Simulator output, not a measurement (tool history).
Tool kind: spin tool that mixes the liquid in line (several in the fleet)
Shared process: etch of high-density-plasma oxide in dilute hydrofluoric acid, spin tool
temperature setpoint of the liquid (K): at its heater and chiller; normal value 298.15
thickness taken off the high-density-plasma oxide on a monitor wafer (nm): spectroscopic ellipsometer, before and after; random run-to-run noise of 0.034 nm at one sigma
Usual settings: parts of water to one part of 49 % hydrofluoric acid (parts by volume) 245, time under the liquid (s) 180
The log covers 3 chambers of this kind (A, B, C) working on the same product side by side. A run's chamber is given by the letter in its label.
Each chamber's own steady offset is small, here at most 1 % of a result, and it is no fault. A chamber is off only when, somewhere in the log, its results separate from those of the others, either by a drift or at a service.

run   hour  temperature setpoint of the liquid (K)  parts of water to one part of 49 % hydrofluoric acid (parts by volume)  time under the liquid (s)  read-back film thickness of the high-density-plasma oxide reference wafer, read on the same gauge (nm)  thickness taken off the high-density-plasma oxide on a monitor wafer (nm)
 1B    3.7                                  298.15                                                                     245                        180                                                                                                 100.020                                                                     3.9768
 2C    7.4                                  298.15                                                                     245                        180                                                                                                  99.993                                                                     3.9842
 3A   12.1                                  298.15                                                                     245                        180                                                                                                 100.010                                                                     4.0395
 4A   16.1                                  298.15                                                                     245                        180                                                                                                 100.000                                                                     4.0522
 5C   19.2                                  301.15                                                                     245                        270                                                                                                  99.994                                                                     6.5630
 6B   23.2                                  301.15                                                                     245                        270                                                                                                 100.000                                                                     6.5964
      25.3  -- chamber B: thermometer replaced
 7C   28.0                                  301.15                                                                     245                        270                                                                                                 100.000                                                                     6.6015
 8A   31.5                                  300.65                                                                     245                        270                                                                                                  99.998                                                                     6.4269
 9B   34.2                                  300.65                                                                     245                        270                                                                                                 100.010                                                                     6.6097
10B   39.2                                  300.65                                                                     245                        270                                                                                                 100.000                                                                     6.5557
11A   44.3                                  298.15                                                                     245                        180                                                                                                  99.991                                                                     3.9445
12C   47.2                                  298.15                                                                     245                        180                                                                                                 100.000                                                                     4.0001
13B   50.2                                  298.15                                                                     245                        180                                                                                                  99.995                                                                     3.9657
14A   54.0                                  302.15                                                                     245                        180                                                                                                  99.991                                                                     4.4250
15C   58.1                                  302.15                                                                     245                        180                                                                                                  99.987                                                                     4.5815
16B   61.7                                  302.15                                                                     245                        180                                                                                                  99.988                                                                     4.6483
17C   64.7                                  298.15                                                                     245                        180                                                                                                 100.010                                                                     3.9323
18A   67.8                                  298.15                                                                     245                        180                                                                                                  99.988                                                                     3.8723
19C   71.2                                  298.15                                                                     290                        180                                                                                                 100.010                                                                     3.2666
20B   74.9                                  298.15                                                                     290                        180                                                                                                 100.010                                                                     3.1498
21A   78.7                                  298.15                                                                     290                        180                                                                                                  99.990                                                                     3.0475
22A   83.2                                  298.15                                                                     245                        180                                                                                                 100.020                                                                     3.8231
23C   87.0                                  298.15                                                                     245                        180                                                                                                  99.991                                                                     3.9807
24B   91.8                                  298.15                                                                     205                        125                                                                                                 100.000                                                                     3.4511
25B   95.8                                  298.15                                                                     205                        125                                                                                                 100.000                                                                     3.4361
26C   99.5                                  298.15                                                                     205                        125                                                                                                  99.992                                                                     3.4022
27A  103.6                                  298.15                                                                     245                        180                                                                                                 100.010                                                                     3.7357
28A  108.7                                  298.15                                                                     245                        180                                                                                                  99.998                                                                     3.7397
29C  113.0                                  298.15                                                                     135                        125                                                                                                  99.991                                                                     5.7257
30B  116.7                                  298.15                                                                     135                        125                                                                                                  99.997                                                                     5.6829

One chamber off, gauge drift, or nothing amiss beyond the chambers' own small offsets? If it is a chamber, which one, and what is the likeliest cause?

Chamber A drifts away from the others.
Cause: hydrofluoric acid flow below the setpoint (%) = 6.42.
It could be hard to tell apart here from: liquid colder than its thermometer reads (K).

Below are 4 candidate recipes for chamber A's next run, each the usual settings with a change, their results shown as question marks. Which of them brings A's results back in line with what the other chambers give on the usual settings?
A result is in line if it is within this distance of the other chambers' mean on the usual settings: thickness taken off the high-density-plasma oxide on a monitor wafer (nm) 0.1200
31A-1  120.5                                  298.15                                                                     245                        165                                                                                                                                                                                  ?
31A-2  120.5                                  298.15                                                                     245                        185                                                                                                                                                                                  ?
31A-3  120.5                                  297.65                                                                     245                        180                                                                                                                                                                                  ?
31A-4  120.5                                  298.15                                                                     230                        180                                                                                                                                                                                  ?

What the other chambers average on the usual settings: thickness taken off the high-density-plasma oxide on a monitor wafer (nm) 3.9808
  run  thickness taken off the high-density-plasma oxide on a monitor wafer (nm)
31A-1                                                                     3.3869
31A-2                                                                     3.7974
31A-3                                                                     3.6302
31A-4                                                                     4.0050
31A-4 is the one that brings the chamber's results back in line with the other chambers.

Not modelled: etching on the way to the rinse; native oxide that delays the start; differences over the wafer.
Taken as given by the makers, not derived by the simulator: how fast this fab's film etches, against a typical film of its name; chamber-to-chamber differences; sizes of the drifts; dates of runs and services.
